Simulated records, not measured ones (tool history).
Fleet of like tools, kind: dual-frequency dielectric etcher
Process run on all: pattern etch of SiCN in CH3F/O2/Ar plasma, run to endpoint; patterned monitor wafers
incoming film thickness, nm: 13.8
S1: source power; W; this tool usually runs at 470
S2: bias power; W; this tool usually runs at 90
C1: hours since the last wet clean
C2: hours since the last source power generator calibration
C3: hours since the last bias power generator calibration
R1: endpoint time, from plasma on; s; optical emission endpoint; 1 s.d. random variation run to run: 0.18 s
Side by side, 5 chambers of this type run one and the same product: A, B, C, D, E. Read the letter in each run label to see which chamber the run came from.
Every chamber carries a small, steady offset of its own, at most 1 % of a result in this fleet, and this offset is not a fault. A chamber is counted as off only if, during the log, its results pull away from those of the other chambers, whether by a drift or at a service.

{"run": "1B", "day": 0.171, "S1": 470, "S2": 90, "C1": 52.3, "C2": 2723.8, "C3": 614.6, "R1": 32.014}
{"run": "2A", "day": 0.438, "S1": 470, "S2": 90, "C1": 457.9, "C2": 927.9, "C3": 177.9, "R1": 31.662}
{"day": 0.554, "done": "chamber A: wet clean of the chamber"}
{"run": "3D", "day": 0.679, "S1": 470, "S2": 90, "C1": 477.0, "C2": 2934.7, "C3": 419.9, "R1": 31.964}
{"run": "4C", "day": 0.929, "S1": 470, "S2": 90, "C1": 590.0, "C2": 1534.9, "C3": 792.0, "R1": 32.168}
{"run": "5E", "day": 1.2, "S1": 430, "S2": 101, "C1": 406.5, "C2": 1463.5, "C3": 2565.7, "R1": 31.993}
{"run": "6C", "day": 1.496, "S1": 430, "S2": 101, "C1": 603.6, "C2": 1548.5, "C3": 805.6, "R1": 31.701}
{"run": "7B", "day": 1.775, "S1": 430, "S2": 101, "C1": 90.8, "C2": 2762.3, "C3": 653.1, "R1": 31.537}
{"run": "8D", "day": 2.067, "S1": 430, "S2": 101, "C1": 510.3, "C2": 2968.0, "C3": 453.2, "R1": 31.653}
{"run": "9A", "day": 2.35, "S1": 430, "S2": 101, "C1": 43.2, "C2": 973.8, "C3": 223.8, "R1": 31.448}
{"run": "10E", "day": 2.6, "S1": 470, "S2": 90, "C1": 440.1, "C2": 1497.1, "C3": 2599.3, "R1": 31.993}
{"run": "11C", "day": 2.812, "S1": 470, "S2": 90, "C1": 635.2, "C2": 1580.1, "C3": 837.2, "R1": 32.003}
{"run": "12D", "day": 2.992, "S1": 470, "S2": 90, "C1": 532.5, "C2": 2990.2, "C3": 475.4, "R1": 32.177}
{"run": "13A", "day": 3.254, "S1": 470, "S2": 90, "C1": 64.9, "C2": 995.5, "C3": 245.5, "R1": 32.099}
{"day": 3.458, "done": "chamber C: wet clean of the chamber"}
{"run": "14E", "day": 3.488, "S1": 470, "S2": 90, "C1": 461.4, "C2": 1518.4, "C3": 2620.6, "R1": 32.226}
{"run": "15B", "day": 3.779, "S1": 470, "S2": 90, "C1": 138.9, "C2": 2810.4, "C3": 701.2, "R1": 31.931}
{"run": "16C", "day": 3.942, "S1": 470, "S2": 90, "C1": 11.7, "C2": 1607.2, "C3": 864.3, "R1": 33.286}
{"run": "17E", "day": 4.2, "S1": 470, "S2": 90, "C1": 478.5, "C2": 1535.5, "C3": 2637.7, "R1": 32.306}
{"run": "18A", "day": 4.442, "S1": 470, "S2": 90, "C1": 93.4, "C2": 1024.0, "C3": 274.0, "R1": 32.004}
{"run": "19B", "day": 4.633, "S1": 470, "S2": 90, "C1": 159.4, "C2": 2830.9, "C3": 721.7, "R1": 31.984}
{"day": 4.638, "done": "chamber D: wet clean of the chamber"}
{"run": "20D", "day": 4.867, "S1": 470, "S2": 90, "C1": 5.6, "C2": 3035.2, "C3": 520.4, "R1": 32.086}
{"run": "21B", "day": 4.996, "S1": 470, "S2": 90, "C1": 168.1, "C2": 2839.6, "C3": 730.4, "R1": 31.915}
{"run": "22D", "day": 5.229, "S1": 470, "S2": 90, "C1": 14.3, "C2": 3043.9, "C3": 529.1, "R1": 31.826}
{"run": "23A", "day": 5.525, "S1": 470, "S2": 90, "C1": 119.4, "C2": 1050.0, "C3": 300.0, "R1": 32.164}
{"run": "24E", "day": 5.679, "S1": 470, "S2": 90, "C1": 514.0, "C2": 1571.0, "C3": 2673.2, "R1": 32.11}
{"day": 5.829, "done": "chamber E: wet clean of the chamber"}
{"run": "25C", "day": 5.846, "S1": 470, "S2": 90, "C1": 57.4, "C2": 1652.9, "C3": 910.0, "R1": 33.285}
{"run": "26B", "day": 6.008, "S1": 470, "S2": 90, "C1": 192.4, "C2": 2863.9, "C3": 754.7, "R1": 31.92}
{"run": "27E", "day": 6.233, "S1": 470, "S2": 90, "C1": 9.7, "C2": 1584.3, "C3": 2686.5, "R1": 32.459}
{"run": "28A", "day": 6.475, "S1": 470, "S2": 90, "C1": 142.2, "C2": 1072.8, "C3": 322.8, "R1": 31.618}
{"run": "29C", "day": 6.758, "S1": 470, "S2": 90, "C1": 79.3, "C2": 1674.8, "C3": 931.9, "R1": 33.596}
{"run": "30D", "day": 7.025, "S1": 420, "S2": 100, "C1": 57.4, "C2": 3087.0, "C3": 572.2, "R1": 32.212}
{"run": "31A", "day": 7.175, "S1": 420, "S2": 100, "C1": 159.0, "C2": 1089.6, "C3": 339.6, "R1": 31.679}
{"run": "32D", "day": 7.408, "S1": 420, "S2": 100, "C1": 66.6, "C2": 3096.2, "C3": 581.4, "R1": 31.955}
{"run": "33C", "day": 7.608, "S1": 420, "S2": 100, "C1": 99.7, "C2": 1695.2, "C3": 952.3, "R1": 33.944}

Is one chamber off against the others, does the gauge drift, or is nothing wrong? If a chamber is off, say which, and what the likeliest cause is.

A service on chamber C put it out of line with the rest.
Cause: etch rate under this chamber's usual, % = 4.39.

Which of the 4 candidates below, each the usual settings with something changed and its results left as question marks, puts chamber C back in line with what the other chambers give on the usual settings?
Counts as in line when no further than this from what the other chambers average on the usual settings: R1 0.630 s
{"run": "34C-1", "day": 7.825, "S1": 470, "S2": 78, "R1": "?"}
{"run": "34C-2", "day": 7.825, "S1": 500, "S2": 96, "R1": "?"}
{"run": "34C-3", "day": 7.825, "S1": 480, "S2": 92, "R1": "?"}
{"run": "34C-4", "day": 7.825, "S1": 460, "S2": 88, "R1": "?"}

The other chambers' mean on the usual settings: R1 31.985 s
run=34C-1 R1=35.424
run=34C-2 R1=32.146
run=34C-3 R1=33.139
run=34C-4 R1=34.206
It is 34C-2 that realigns the chamber with its peers.
